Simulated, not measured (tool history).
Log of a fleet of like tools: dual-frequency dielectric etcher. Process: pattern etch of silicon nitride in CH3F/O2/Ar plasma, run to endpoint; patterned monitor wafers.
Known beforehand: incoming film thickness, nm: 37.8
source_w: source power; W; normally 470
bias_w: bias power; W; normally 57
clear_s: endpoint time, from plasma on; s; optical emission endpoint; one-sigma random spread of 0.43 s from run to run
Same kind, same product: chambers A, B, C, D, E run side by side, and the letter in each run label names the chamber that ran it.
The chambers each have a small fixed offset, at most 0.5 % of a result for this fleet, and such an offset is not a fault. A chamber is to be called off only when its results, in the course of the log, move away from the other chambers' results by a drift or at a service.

At day 0.229: chamber D: wet clean of the chamber.
Run 1C, day 0.629: usual settings. Result: clear_s 55.862 s.
Run 2D, day 0.992: usual settings. Result: clear_s 55.384 s.
Run 3A, day 1.321: usual settings. Result: clear_s 55.657 s.
Run 4E, day 1.621: usual settings. Result: clear_s 55.788 s.
Run 5B, day 2.288: usual settings. Result: clear_s 55.243 s.
Run 6E, day 2.762: usual settings. Result: clear_s 56.278 s.
Run 7C, day 3.296: usual settings. Result: clear_s 55.055 s.
Run 8B, day 3.750: usual settings. Result: clear_s 55.318 s.
Run 9A, day 4.200: usual settings but source_w 580 W, bias_w 47 W. Result: clear_s 53.160 s.
At day 4.396: chamber B: wet clean of the chamber.
At day 4.688: chamber C: wet clean of the chamber.
Run 10D, day 4.788: usual settings but source_w 580 W, bias_w 47 W. Result: clear_s 54.089 s.
Run 11E, day 5.454: usual settings but source_w 580 W, bias_w 47 W. Result: clear_s 54.610 s.
Run 12C, day 6.121: usual settings but source_w 580 W, bias_w 47 W. Result: clear_s 53.601 s.
Run 13B, day 6.433: usual settings but source_w 580 W, bias_w 47 W. Result: clear_s 54.027 s.
Run 14D, day 7.083: usual settings. Result: clear_s 55.451 s.
Run 15A, day 7.758: usual settings. Result: clear_s 55.602 s.
Run 16B, day 8.129: usual settings. Result: clear_s 55.298 s.
Run 17D, day 8.796: usual settings. Result: clear_s 55.616 s.
Run 18A, day 9.479: usual settings but source_w 430 W. Result: clear_s 56.831 s.
Run 19E, day 9.846: usual settings but source_w 430 W. Result: clear_s 57.283 s.
Run 20C, day 10.538: usual settings but source_w 430 W. Result: clear_s 56.956 s.
At day 11.017: chamber E: wet clean of the chamber.
Run 21D, day 11.046: usual settings but source_w 430 W. Result: clear_s 57.215 s.
Run 22A, day 11.604: usual settings but source_w 430 W. Result: clear_s 57.689 s.
Run 23B, day 12.071: usual settings. Result: clear_s 55.269 s.
Run 24C, day 12.496: usual settings. Result: clear_s 55.405 s.
Run 25E, day 12.825: usual settings. Result: clear_s 57.751 s.
Run 26D, day 13.521: usual settings but source_w 390 W. Result: clear_s 59.405 s.
Run 27B, day 14.008: usual settings but source_w 390 W. Result: clear_s 58.930 s.
Run 28C, day 14.388: usual settings but source_w 390 W. Result: clear_s 59.448 s.
At day 14.546: chamber C: bias power generator calibrated.
Run 29E, day 14.717: usual settings but source_w 390 W. Result: clear_s 63.740 s.
Run 30A, day 15.371: usual settings but source_w 390 W. Result: clear_s 59.134 s.
Run 31E, day 15.933: usual settings. Result: clear_s 57.684 s.
Run 32C, day 16.571: usual settings. Result: clear_s 54.800 s.
Run 33A, day 16.879: usual settings. Result: clear_s 56.095 s.
Run 34B, day 17.479: usual settings. Result: clear_s 55.214 s.

All 5 chambers run these settings next. Forecast each chamber's results:
Run 35A, day 17.975: usual settings. Result: clear_s ?.
Run 35B, day 17.975: usual settings. Result: clear_s ?.
Run 35C, day 17.975: usual settings. Result: clear_s ?.
Run 35D, day 17.975: usual settings. Result: clear_s ?.
Run 35E, day 17.975: usual settings. Result: clear_s ?.

run  clear_s
35A   55.230
35B   55.202
35C   55.498
35D   55.599
35E   59.103
